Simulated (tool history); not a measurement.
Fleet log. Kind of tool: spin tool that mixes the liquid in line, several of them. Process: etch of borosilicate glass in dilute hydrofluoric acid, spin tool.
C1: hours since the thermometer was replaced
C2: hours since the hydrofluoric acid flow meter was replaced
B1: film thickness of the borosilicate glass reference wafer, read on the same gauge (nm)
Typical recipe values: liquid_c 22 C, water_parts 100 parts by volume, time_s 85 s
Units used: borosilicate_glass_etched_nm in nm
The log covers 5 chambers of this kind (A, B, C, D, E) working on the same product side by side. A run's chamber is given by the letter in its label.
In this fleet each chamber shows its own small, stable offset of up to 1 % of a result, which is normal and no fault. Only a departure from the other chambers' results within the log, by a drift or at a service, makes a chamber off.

Run 1E, hour 4.4: usual settings; C1 58.1; C2 91.8; B1 80.054. Result: borosilicate_glass_etched_nm 18.938 nm.
Run 2A, hour 7.3: usual settings; C1 1613.7; C2 420.6; B1 80.006. Result: borosilicate_glass_etched_nm 18.906 nm.
Run 3D, hour 11: usual settings; C1 573.1; C2 1636.5; B1 79.984. Result: borosilicate_glass_etched_nm 18.747 nm.
Run 4B, hour 14.1: usual settings; C1 114.8; C2 227.9; B1 79.97. Result: borosilicate_glass_etched_nm 18.629 nm.
Run 5C, hour 18.8: usual settings; C1 814; C2 1235.7; B1 79.96. Result: borosilicate_glass_etched_nm 18.734 nm.
Run 6C, hour 21.7: usual settings; C1 816.9; C2 1238.6; B1 79.963. Result: borosilicate_glass_etched_nm 18.737 nm.
Run 7D, hour 25.3: usual settings; C1 587.4; C2 1650.8; B1 80.009. Result: borosilicate_glass_etched_nm 18.52 nm.
Run 8A, hour 28.9: usual settings; C1 1635.3; C2 442.2; B1 80.022. Result: borosilicate_glass_etched_nm 18.931 nm.
At hour 32.4: chamber D: thermometer replaced.
Run 9B, hour 32.9: usual settings; C1 133.6; C2 246.7; B1 80.053. Result: borosilicate_glass_etched_nm 19.158 nm.
Run 10E, hour 38.7: usual settings; C1 92.4; C2 126.1; B1 80.019. Result: borosilicate_glass_etched_nm 18.641 nm.
Run 11E, hour 42.1: usual settings; C1 95.8; C2 129.5; B1 80.011. Result: borosilicate_glass_etched_nm 18.474 nm.
Run 12A, hour 46.1: usual settings; C1 1652.5; C2 459.4; B1 79.992. Result: borosilicate_glass_etched_nm 19.077 nm.
Run 13C, hour 50.7: usual settings; C1 845.9; C2 1267.6; B1 80.009. Result: borosilicate_glass_etched_nm 18.898 nm.
Run 14D, hour 55.2: usual settings; C1 22.9; C2 1680.7; B1 80.011. Result: borosilicate_glass_etched_nm 18.583 nm.
Run 15B, hour 61.1: usual settings; C1 161.8; C2 274.9; B1 80.057. Result: borosilicate_glass_etched_nm 19.415 nm.
Run 16C, hour 67.1: usual settings; C1 862.3; C2 1284; B1 79.979. Result: borosilicate_glass_etched_nm 18.983 nm.
Run 17D, hour 70.9: usual settings but water_parts 140 parts by volume, time_s 50 s; C1 38.6; C2 1696.4; B1 79.968. Result: borosilicate_glass_etched_nm 7.4326 nm.
Run 18A, hour 75.1: usual settings but water_parts 140 parts by volume, time_s 50 s; C1 1681.5; C2 488.4; B1 80.004. Result: borosilicate_glass_etched_nm 7.6362 nm.
Run 19B, hour 80.9: usual settings but water_parts 140 parts by volume, time_s 50 s; C1 181.6; C2 294.7; B1 80.024. Result: borosilicate_glass_etched_nm 7.819 nm.
Run 20E, hour 84.2: usual settings but water_parts 140 parts by volume, time_s 50 s; C1 137.9; C2 171.6; B1 80. Result: borosilicate_glass_etched_nm 7.5626 nm.
Run 21C, hour 90.2: usual settings but water_parts 140 parts by volume, time_s 50 s; C1 885.4; C2 1307.1; B1 80.012. Result: borosilicate_glass_etched_nm 7.443 nm.
Run 22E, hour 95: usual settings; C1 148.7; C2 182.4; B1 79.982. Result: borosilicate_glass_etched_nm 18.723 nm.
Run 23D, hour 100.2: usual settings but water_parts 145 parts by volume, time_s 120 s; C1 67.9; C2 1725.7; B1 80.037. Result: borosilicate_glass_etched_nm 17.262 nm.
Run 24B, hour 103.6: usual settings but water_parts 145 parts by volume, time_s 120 s; C1 204.3; C2 317.4; B1 80.018. Result: borosilicate_glass_etched_nm 18.707 nm.
Run 25A, hour 109: usual settings but water_parts 145 parts by volume, time_s 120 s; C1 1715.4; C2 522.3; B1 79.994. Result: borosilicate_glass_etched_nm 17.489 nm.
Run 26C, hour 113.6: usual settings but water_parts 145 parts by volume, time_s 120 s; C1 908.8; C2 1330.5; B1 79.992. Result: borosilicate_glass_etched_nm 17.517 nm.
Run 27D, hour 117.6: usual settings but water_parts 145 parts by volume, time_s 120 s; C1 85.3; C2 1743.1; B1 79.995. Result: borosilicate_glass_etched_nm 16.984 nm.
Run 28B, hour 122.8: usual settings; C1 223.5; C2 336.6; B1 79.959. Result: borosilicate_glass_etched_nm 20.005 nm.
Run 29A, hour 126.7: usual settings; C1 1733.1; C2 540; B1 80.027. Result: borosilicate_glass_etched_nm 18.908 nm.
Run 30E, hour 131.1: usual settings; C1 184.8; C2 218.5; B1 79.985. Result: borosilicate_glass_etched_nm 18.886 nm.
Run 31A, hour 135: usual settings; C1 1741.4; C2 548.3; B1 79.974. Result: borosilicate_glass_etched_nm 18.95 nm.
Run 32E, hour 138.3: usual settings but water_parts 80 parts by volume; C1 192; C2 225.7; B1 79.996. Result: borosilicate_glass_etched_nm 24.369 nm.
Run 33D, hour 142.4: usual settings but water_parts 80 parts by volume; C1 110.1; C2 1767.9; B1 79.992. Result: borosilicate_glass_etched_nm 24.16 nm.
Run 34C, hour 147.2: usual settings but water_parts 80 parts by volume; C1 942.4; C2 1364.1; B1 79.991. Result: borosilicate_glass_etched_nm 23.916 nm.

The same settings go to every chamber for the next run, one line per chamber below. Forecast the results for each:
Run 35A, hour 151.5: usual settings but liquid_c 26.5 C. Result: borosilicate_glass_etched_nm ?.
Run 35B, hour 151.5: usual settings but liquid_c 26.5 C. Result: borosilicate_glass_etched_nm ?.
Run 35C, hour 151.5: usual settings but liquid_c 26.5 C. Result: borosilicate_glass_etched_nm ?.
Run 35D, hour 151.5: usual settings but liquid_c 26.5 C. Result: borosilicate_glass_etched_nm ?.
Run 35E, hour 151.5: usual settings but liquid_c 26.5 C. Result: borosilicate_glass_etched_nm ?.

run  borosilicate_glass_etched_nm
35A                        22.984
35B                        24.215
35C                        22.781
35D                        22.243
35E                        22.594

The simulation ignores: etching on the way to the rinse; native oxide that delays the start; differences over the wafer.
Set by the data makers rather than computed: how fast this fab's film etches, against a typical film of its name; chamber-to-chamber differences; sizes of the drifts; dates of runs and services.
